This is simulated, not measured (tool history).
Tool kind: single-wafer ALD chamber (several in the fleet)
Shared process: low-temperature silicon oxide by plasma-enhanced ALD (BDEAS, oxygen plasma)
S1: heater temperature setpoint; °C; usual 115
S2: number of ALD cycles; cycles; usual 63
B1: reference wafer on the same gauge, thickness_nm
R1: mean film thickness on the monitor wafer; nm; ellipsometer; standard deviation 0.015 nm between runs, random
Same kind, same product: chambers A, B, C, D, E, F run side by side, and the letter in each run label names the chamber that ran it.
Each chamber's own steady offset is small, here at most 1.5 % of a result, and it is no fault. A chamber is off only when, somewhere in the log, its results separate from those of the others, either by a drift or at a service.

run     day   S1  S2      B1      R1
 1F   0.596  115  63  7.1878  8.7949
 2B   0.921  115  63  7.1873  8.7083
 3A   1.375  115  63  7.1845  8.7676
 4C   1.696  115  63  7.1865  8.8641
 5D   2.088  115  63  7.1827  8.6569
 6E   2.612  115  63  7.1804  8.7278
 7F   3.196  115  55  7.1774  7.6840
 8D   3.742  115  55  7.1795  7.5564
 9C   4.104  115  55  7.1803  7.6957
10E   4.538  115  55  7.1738  7.6123
11B   4.825  115  55  7.1759  7.5937
12A   5.292  115  55  7.1748  7.6751
13D   5.779  115  63  7.1722  8.6707
14C   6.100  115  63  7.1708  8.8134
15B   6.383  115  63  7.1748  8.6757
16E   6.771  115  63  7.1697  8.7189
17A   7.354  115  63  7.1672  8.7743
18F   7.708  115  63  7.1667  8.7821
19A   8.171  102  51  7.1663  7.2398
20B   8.758  102  51  7.1659  7.2022
21F   9.121  102  51  7.1617  7.2621
22D   9.408  102  51  7.1610  7.1762
23C   9.875  102  51  7.1603  7.3109
24E  10.454  102  51  7.1581  7.2223
25D  11.029  115  63  7.1586  8.6487
26C  11.458  129  59  7.1571  8.0591
27F  11.775  129  59  7.1552  8.0000
28E  12.200  129  59  7.1546  7.9137
29B  12.833  129  59  7.1541  7.9307
30A  13.158  129  59  7.1559  7.9596
31B  13.758  129  59  7.1455  7.9000
32F  14.321  115  63  7.1479  8.7614
33A  14.800  129  56  7.1431  7.5699
34D  15.300  129  56  7.1428  7.4772
35C  15.646  129  56  7.1440  7.6241
36E  16.204  129  56  7.1437  7.5047
37C  16.833  129  56  7.1414  7.5966

Has any chamber moved away from the others, gradually or after a service, or does the common gauge drift, or do the chambers differ only by their own small steady offsets? State the chamber and the most likely cause if one applies.

The shared gauge is drifting. All chambers look as if they move in step, but none is off.
Likeliest cause: gauge reads low (%) = 0.717.

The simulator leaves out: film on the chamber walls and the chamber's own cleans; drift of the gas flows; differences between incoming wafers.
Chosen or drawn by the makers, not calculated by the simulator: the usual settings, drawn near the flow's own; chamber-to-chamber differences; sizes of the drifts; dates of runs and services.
